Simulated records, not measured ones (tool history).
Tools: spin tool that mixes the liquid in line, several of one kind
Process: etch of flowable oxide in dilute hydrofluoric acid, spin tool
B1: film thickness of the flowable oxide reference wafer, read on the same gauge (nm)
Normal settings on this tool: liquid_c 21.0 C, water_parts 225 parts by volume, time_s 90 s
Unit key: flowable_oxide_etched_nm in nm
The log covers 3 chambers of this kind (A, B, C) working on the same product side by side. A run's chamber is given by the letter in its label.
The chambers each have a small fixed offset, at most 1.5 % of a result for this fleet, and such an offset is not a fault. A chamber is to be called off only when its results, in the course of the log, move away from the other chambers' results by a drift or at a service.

run 1C hour=12.8 | liquid_c=21.0 water_parts=225 time_s=90 | B1=79.993 | flowable_oxide_etched_nm=17.156
run 2B hour=24.1 | liquid_c=21.0 water_parts=225 time_s=90 | B1=80.001 | flowable_oxide_etched_nm=17.438
run 3A hour=36.6 | liquid_c=21.0 water_parts=225 time_s=90 | B1=79.986 | flowable_oxide_etched_nm=17.128
run 4B hour=45.7 | liquid_c=21.0 water_parts=225 time_s=90 | B1=79.992 | flowable_oxide_etched_nm=17.232
run 5C hour=52.1 | liquid_c=21.0 water_parts=225 time_s=90 | B1=79.989 | flowable_oxide_etched_nm=17.348
run 6A hour=59.4 | liquid_c=21.0 water_parts=225 time_s=125 | B1=80.020 | flowable_oxide_etched_nm=23.658
run 7C hour=67.1 | liquid_c=21.0 water_parts=225 time_s=125 | B1=79.990 | flowable_oxide_etched_nm=24.050
run 8B hour=75.9 | liquid_c=21.0 water_parts=225 time_s=125 | B1=80.019 | flowable_oxide_etched_nm=24.080
run 9A hour=88.0 | liquid_c=21.0 water_parts=225 time_s=90 | B1=79.987 | flowable_oxide_etched_nm=17.040
run 10C hour=100.9 | liquid_c=21.0 water_parts=225 time_s=90 | B1=79.986 | flowable_oxide_etched_nm=17.277
-- hour=102.1 chamber A: thermometer replaced
run 11A hour=111.5 | liquid_c=21.0 water_parts=225 time_s=90 | B1=80.021 | flowable_oxide_etched_nm=17.255
run 12B hour=118.9 | liquid_c=21.0 water_parts=225 time_s=90 | B1=79.967 | flowable_oxide_etched_nm=17.328
run 13A hour=125.6 | liquid_c=21.0 water_parts=225 time_s=55 | B1=80.013 | flowable_oxide_etched_nm=10.473
run 14C hour=137.5 | liquid_c=21.0 water_parts=225 time_s=55 | B1=79.995 | flowable_oxide_etched_nm=10.504
run 15B hour=146.1 | liquid_c=21.0 water_parts=225 time_s=55 | B1=79.994 | flowable_oxide_etched_nm=10.610
run 16C hour=155.4 | liquid_c=21.0 water_parts=225 time_s=90 | B1=79.997 | flowable_oxide_etched_nm=17.264
run 17A hour=165.0 | liquid_c=21.0 water_parts=225 time_s=90 | B1=79.998 | flowable_oxide_etched_nm=17.126
run 18B hour=177.4 | liquid_c=21.0 water_parts=225 time_s=90 | B1=80.005 | flowable_oxide_etched_nm=17.339
run 19A hour=185.2 | liquid_c=21.0 water_parts=225 time_s=90 | B1=80.010 | flowable_oxide_etched_nm=17.189
run 20C hour=192.4 | liquid_c=21.0 water_parts=225 time_s=90 | B1=79.992 | flowable_oxide_etched_nm=17.088
run 21B hour=198.9 | liquid_c=21.0 water_parts=260 time_s=70 | B1=80.015 | flowable_oxide_etched_nm=11.346
run 22A hour=204.7 | liquid_c=21.0 water_parts=260 time_s=70 | B1=79.984 | flowable_oxide_etched_nm=11.195
run 23B hour=213.4 | liquid_c=21.0 water_parts=260 time_s=70 | B1=80.002 | flowable_oxide_etched_nm=11.418
run 24C hour=224.0 | liquid_c=23.5 water_parts=225 time_s=125 | B1=80.030 | flowable_oxide_etched_nm=26.299
run 25B hour=237.1 | liquid_c=23.5 water_parts=225 time_s=125 | B1=80.012 | flowable_oxide_etched_nm=26.737
run 26A hour=244.2 | liquid_c=23.5 water_parts=225 time_s=125 | B1=80.009 | flowable_oxide_etched_nm=25.870
run 27C hour=257.6 | liquid_c=21.0 water_parts=225 time_s=90 | B1=79.986 | flowable_oxide_etched_nm=17.349
run 28A hour=270.3 | liquid_c=21.0 water_parts=225 time_s=90 | B1=79.984 | flowable_oxide_etched_nm=17.326
run 29C hour=280.4 | liquid_c=21.0 water_parts=225 time_s=90 | B1=80.010 | flowable_oxide_etched_nm=17.291
-- hour=283.1 chamber C: thermometer replaced
run 30B hour=293.3 | liquid_c=21.0 water_parts=225 time_s=90 | B1=80.011 | flowable_oxide_etched_nm=17.868
run 31B hour=305.5 | liquid_c=21.0 water_parts=225 time_s=90 | B1=80.016 | flowable_oxide_etched_nm=17.870
run 32A hour=316.1 | liquid_c=21.0 water_parts=225 time_s=90 | B1=79.997 | flowable_oxide_etched_nm=17.229
run 33C hour=326.7 | liquid_c=23.5 water_parts=280 time_s=90 | B1=79.992 | flowable_oxide_etched_nm=14.300
run 34C hour=336.4 | liquid_c=23.5 water_parts=280 time_s=90 | B1=79.995 | flowable_oxide_etched_nm=14.262
run 35A hour=347.3 | liquid_c=23.5 water_parts=280 time_s=90 | B1=79.995 | flowable_oxide_etched_nm=14.350
run 36B hour=353.2 | liquid_c=21.0 water_parts=225 time_s=90 | B1=80.027 | flowable_oxide_etched_nm=18.041
run 37B hour=361.2 | liquid_c=21.0 water_parts=225 time_s=90 | B1=79.991 | flowable_oxide_etched_nm=17.990
run 38C hour=369.9 | liquid_c=21.0 water_parts=225 time_s=90 | B1=80.007 | flowable_oxide_etched_nm=17.370
run 39A hour=382.9 | liquid_c=21.0 water_parts=225 time_s=90 | B1=79.989 | flowable_oxide_etched_nm=17.019
run 40C hour=396.2 | liquid_c=21.0 water_parts=225 time_s=90 | B1=79.991 | flowable_oxide_etched_nm=17.326
run 41A hour=408.3 | liquid_c=21.0 water_parts=225 time_s=90 | B1=80.000 | flowable_oxide_etched_nm=17.318
run 42B hour=421.6 | liquid_c=21.0 water_parts=225 time_s=90 | B1=80.006 | flowable_oxide_etched_nm=18.206
run 43A hour=430.0 | liquid_c=21.0 water_parts=225 time_s=90 | B1=79.997 | flowable_oxide_etched_nm=17.018

Predict what each chamber gives when all 3 of them run the settings below next.
run 44A hour=439.5 | liquid_c=25.0 water_parts=225 time_s=90 | flowable_oxide_etched_nm=?
run 44B hour=439.5 | liquid_c=25.0 water_parts=225 time_s=90 | flowable_oxide_etched_nm=?
run 44C hour=439.5 | liquid_c=25.0 water_parts=225 time_s=90 | flowable_oxide_etched_nm=?

run=44A flowable_oxide_etched_nm=19.908
run=44B flowable_oxide_etched_nm=21.177
run=44C flowable_oxide_etched_nm=20.166

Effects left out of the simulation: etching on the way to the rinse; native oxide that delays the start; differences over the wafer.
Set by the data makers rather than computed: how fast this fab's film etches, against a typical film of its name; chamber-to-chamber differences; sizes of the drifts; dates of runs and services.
